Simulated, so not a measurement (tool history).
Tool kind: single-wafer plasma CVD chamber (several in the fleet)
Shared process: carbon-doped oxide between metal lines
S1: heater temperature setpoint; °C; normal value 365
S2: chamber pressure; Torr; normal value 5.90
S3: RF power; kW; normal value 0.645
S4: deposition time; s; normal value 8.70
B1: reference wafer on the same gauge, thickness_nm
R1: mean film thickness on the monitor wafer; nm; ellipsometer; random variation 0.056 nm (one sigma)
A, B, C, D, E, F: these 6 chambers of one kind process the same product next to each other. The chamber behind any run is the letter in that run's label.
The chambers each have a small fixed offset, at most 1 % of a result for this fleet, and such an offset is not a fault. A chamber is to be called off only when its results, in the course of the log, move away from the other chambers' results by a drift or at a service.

run	hour	S1	S2	S3	S4	B1	R1
1C	4.4	365	5.90	0.645	8.70	59.909	52.207
2A	8.1	365	5.90	0.645	8.70	59.926	51.836
3F	13.2	365	5.90	0.645	8.70	59.924	51.960
4E	15.5	365	5.90	0.645	8.70	59.920	52.401
5B	19.1	365	5.90	0.645	8.70	59.913	51.856
6D	23.0	365	4.78	0.595	8.70	59.922	48.101
7A	26.3	365	4.78	0.595	8.70	59.941	48.070
8D	30.2	365	4.78	0.595	8.70	59.961	47.982
# hour 33.1: chamber C: RF generator calibrated
9F	34.7	365	4.78	0.595	8.70	59.966	48.141
10C	38.4	365	4.78	0.595	8.70	59.984	48.474
11E	43.4	365	4.78	0.595	8.70	59.989	48.786
12B	47.0	365	5.90	0.645	8.70	59.984	51.968
13E	50.5	365	5.90	0.645	8.70	59.993	52.478
14C	54.5	365	5.90	0.645	8.70	60.018	52.506
15F	58.9	365	5.90	0.645	8.70	60.019	52.122
16A	61.7	365	5.90	0.645	8.70	60.008	52.023
17B	64.4	365	5.90	0.645	8.70	60.018	51.902
18D	67.3	365	5.90	0.645	8.70	60.038	51.959
19D	71.6	365	5.90	0.645	8.70	60.044	52.035
20C	76.7	365	5.90	0.645	8.70	60.042	52.384
21E	79.2	365	5.90	0.645	8.70	60.053	52.525
22A	82.7	365	5.90	0.645	8.09	60.065	48.444
23B	87.5	365	5.90	0.645	8.09	60.062	48.300
24F	92.5	365	5.90	0.645	8.09	60.080	48.610
25E	96.4	365	5.90	0.645	8.09	60.082	49.009
26B	101.5	365	5.90	0.645	8.09	60.106	48.359
27C	103.9	365	5.90	0.645	8.09	60.101	48.743
28F	107.6	365	5.90	0.645	8.70	60.117	52.213
29A	112.2	365	5.90	0.645	8.70	60.118	52.126
30D	117.0	365	5.90	0.645	8.70	60.121	51.961
31C	119.3	365	5.90	0.645	8.70	60.124	52.492
32E	122.5	365	5.90	0.645	8.70	60.135	52.634
33A	126.5	365	5.90	0.645	8.70	60.149	52.107
34B	130.0	365	5.90	0.645	8.70	60.163	51.987
35F	132.7	365	5.90	0.645	8.70	60.154	52.243
36D	135.1	365	5.90	0.645	8.70	60.170	52.118

For the next run the whole fleet of 6 chambers uses the same settings. Give each chamber's results:
37A	138.8	365	5.90	0.645	9.70		?
37B	138.8	365	5.90	0.645	9.70		?
37C	138.8	365	5.90	0.645	9.70		?
37D	138.8	365	5.90	0.645	9.70		?
37E	138.8	365	5.90	0.645	9.70		?
37F	138.8	365	5.90	0.645	9.70		?

run	R1
37A	58.080
37B	57.828
37C	58.488
37D	57.849
37E	58.580
37F	58.164

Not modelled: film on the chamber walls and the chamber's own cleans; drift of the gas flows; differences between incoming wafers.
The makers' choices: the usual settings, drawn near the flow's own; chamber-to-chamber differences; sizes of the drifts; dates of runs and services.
